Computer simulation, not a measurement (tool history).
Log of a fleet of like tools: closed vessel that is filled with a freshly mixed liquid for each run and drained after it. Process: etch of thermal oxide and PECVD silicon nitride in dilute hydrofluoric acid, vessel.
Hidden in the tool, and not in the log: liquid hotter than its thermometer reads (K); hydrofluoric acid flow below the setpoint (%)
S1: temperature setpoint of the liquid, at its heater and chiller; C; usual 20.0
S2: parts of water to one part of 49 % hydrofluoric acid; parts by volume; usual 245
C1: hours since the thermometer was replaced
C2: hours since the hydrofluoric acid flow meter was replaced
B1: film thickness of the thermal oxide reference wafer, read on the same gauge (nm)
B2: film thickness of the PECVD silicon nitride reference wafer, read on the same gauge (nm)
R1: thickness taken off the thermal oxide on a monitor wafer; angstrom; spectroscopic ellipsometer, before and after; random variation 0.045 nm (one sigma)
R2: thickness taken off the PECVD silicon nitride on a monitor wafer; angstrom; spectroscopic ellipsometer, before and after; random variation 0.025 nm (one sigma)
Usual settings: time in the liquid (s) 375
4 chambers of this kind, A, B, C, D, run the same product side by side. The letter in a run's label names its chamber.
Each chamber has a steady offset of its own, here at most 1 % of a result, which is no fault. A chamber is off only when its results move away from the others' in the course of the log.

run 1C hour=11.7 | S1=20.0 S2=245 time_in_the_liquid_(s)=375 | C1=326.4 C2=2082.7 | B1=89.993 B2=49.995 | R1=54.333 R2=28.222
run 2B hour=23.2 | S1=20.0 S2=245 time_in_the_liquid_(s)=375 | C1=155.6 C2=131.3 | B1=89.965 B2=50.013 | R1=53.320 R2=28.427
run 3D hour=35.6 | S1=20.0 S2=245 time_in_the_liquid_(s)=375 | C1=750.3 C2=405.6 | B1=90.026 B2=49.999 | R1=53.912 R2=28.229
run 4A hour=47.8 | S1=20.0 S2=245 time_in_the_liquid_(s)=375 | C1=389.8 C2=384.4 | B1=89.978 B2=49.991 | R1=54.148 R2=28.099
run 5B hour=59.5 | S1=20.0 S2=245 time_in_the_liquid_(s)=375 | C1=191.9 C2=167.6 | B1=90.014 B2=50.008 | R1=53.457 R2=27.643
run 6A hour=74.8 | S1=20.0 S2=245 time_in_the_liquid_(s)=375 | C1=416.8 C2=411.4 | B1=90.015 B2=49.987 | R1=53.882 R2=28.114
run 7C hour=89.1 | S1=20.0 S2=245 time_in_the_liquid_(s)=375 | C1=403.8 C2=2160.1 | B1=90.015 B2=49.999 | R1=54.883 R2=27.799
run 8D hour=98.5 | S1=20.0 S2=245 time_in_the_liquid_(s)=375 | C1=813.2 C2=468.5 | B1=89.987 B2=50.018 | R1=53.694 R2=28.103
run 9A hour=112.7 | S1=23.5 S2=245 time_in_the_liquid_(s)=310 | C1=454.7 C2=449.3 | B1=90.018 B2=49.974 | R1=50.776 R2=29.565
-- hour=125.3 chamber A: hydrofluoric acid flow meter replaced
run 10B hour=126.1 | S1=23.5 S2=245 time_in_the_liquid_(s)=310 | C1=258.5 C2=234.2 | B1=90.035 B2=50.030 | R1=51.191 R2=28.870
run 11D hour=135.2 | S1=23.5 S2=245 time_in_the_liquid_(s)=310 | C1=849.9 C2=505.2 | B1=90.023 B2=50.029 | R1=50.731 R2=29.231
run 12C hour=148.5 | S1=23.5 S2=245 time_in_the_liquid_(s)=310 | C1=463.2 C2=2219.5 | B1=89.991 B2=49.980 | R1=50.918 R2=29.063
run 13A hour=158.3 | S1=20.0 S2=245 time_in_the_liquid_(s)=375 | C1=500.3 C2=33.1 | B1=89.999 B2=49.981 | R1=53.805 R2=27.948
run 14B hour=166.7 | S1=24.5 S2=245 time_in_the_liquid_(s)=530 | C1=299.1 C2=274.8 | B1=90.007 B2=49.987 | R1=89.630 R2=52.718
-- hour=175.3 chamber C: hydrofluoric acid flow meter replaced
run 15D hour=179.5 | S1=24.5 S2=245 time_in_the_liquid_(s)=530 | C1=894.2 C2=549.5 | B1=90.031 B2=50.022 | R1=88.969 R2=53.707
-- hour=180.9 chamber A: thermometer replaced
run 16C hour=192.1 | S1=24.5 S2=245 time_in_the_liquid_(s)=530 | C1=506.8 C2=16.8 | B1=89.936 B2=50.006 | R1=91.460 R2=53.527
run 17D hour=203.2 | S1=24.5 S2=245 time_in_the_liquid_(s)=530 | C1=917.9 C2=573.2 | B1=89.978 B2=49.986 | R1=90.026 R2=53.115
run 18B hour=217.8 | S1=20.0 S2=245 time_in_the_liquid_(s)=375 | C1=350.2 C2=325.9 | B1=89.992 B2=49.989 | R1=54.316 R2=28.379
run 19C hour=227.2 | S1=20.0 S2=245 time_in_the_liquid_(s)=375 | C1=541.9 C2=51.9 | B1=89.980 B2=49.994 | R1=55.266 R2=27.872
run 20A hour=240.7 | S1=20.0 S2=245 time_in_the_liquid_(s)=375 | C1=59.9 C2=115.5 | B1=89.988 B2=49.999 | R1=54.291 R2=27.724
-- hour=253.4 chamber B: hydrofluoric acid flow meter replaced
run 21A hour=254.5 | S1=20.0 S2=245 time_in_the_liquid_(s)=375 | C1=73.7 C2=129.3 | B1=90.008 B2=50.012 | R1=55.094 R2=27.928
run 22D hour=262.9 | S1=20.0 S2=245 time_in_the_liquid_(s)=375 | C1=977.6 C2=632.9 | B1=90.030 B2=49.999 | R1=54.325 R2=28.288
run 23C hour=274.9 | S1=20.0 S2=245 time_in_the_liquid_(s)=375 | C1=589.6 C2=99.6 | B1=89.999 B2=49.995 | R1=53.310 R2=28.131
run 24B hour=284.4 | S1=20.0 S2=245 time_in_the_liquid_(s)=375 | C1=416.8 C2=31.0 | B1=90.004 B2=49.995 | R1=54.016 R2=28.266
run 25A hour=299.1 | S1=20.0 S2=245 time_in_the_liquid_(s)=375 | C1=118.3 C2=173.9 | B1=90.011 B2=49.997 | R1=54.554 R2=28.281
run 26B hour=314.2 | S1=20.0 S2=245 time_in_the_liquid_(s)=375 | C1=446.6 C2=60.8 | B1=89.980 B2=49.998 | R1=53.129 R2=27.775
run 27C hour=326.3 | S1=20.0 S2=245 time_in_the_liquid_(s)=185 | C1=641.0 C2=151.0 | B1=90.032 B2=49.994 | R1=26.565 R2=13.987
run 28D hour=339.0 | S1=20.0 S2=245 time_in_the_liquid_(s)=185 | C1=1053.7 C2=709.0 | B1=89.976 B2=49.997 | R1=26.715 R2=13.931
run 29A hour=348.9 | S1=20.0 S2=245 time_in_the_liquid_(s)=185 | C1=168.1 C2=223.7 | B1=89.964 B2=49.988 | R1=26.754 R2=14.024
run 30D hour=360.7 | S1=20.0 S2=245 time_in_the_liquid_(s)=185 | C1=1075.4 C2=730.7 | B1=89.980 B2=49.987 | R1=26.549 R2=13.813
run 31C hour=376.7 | S1=20.0 S2=245 time_in_the_liquid_(s)=375 | C1=691.4 C2=201.4 | B1=90.027 B2=50.003 | R1=54.057 R2=28.200
run 32B hour=390.8 | S1=20.0 S2=245 time_in_the_liquid_(s)=375 | C1=523.2 C2=137.4 | B1=89.989 B2=50.008 | R1=53.958 R2=28.060
run 33C hour=398.8 | S1=20.0 S2=245 time_in_the_liquid_(s)=375 | C1=713.5 C2=223.5 | B1=90.001 B2=50.015 | R1=54.482 R2=28.078
run 34B hour=408.6 | S1=20.0 S2=245 time_in_the_liquid_(s)=375 | C1=541.0 C2=155.2 | B1=90.008 B2=49.985 | R1=54.296 R2=28.239
run 35D hour=416.9 | S1=20.0 S2=210 time_in_the_liquid_(s)=375 | C1=1131.6 C2=786.9 | B1=89.956 B2=50.012 | R1=64.260 R2=32.879

Is one chamber off against the others, does the gauge drift, or is nothing wrong? If a chamber is off, say which, and what the likeliest cause is.

No chamber stands off beyond its own small offset, and the gauge holds steady.
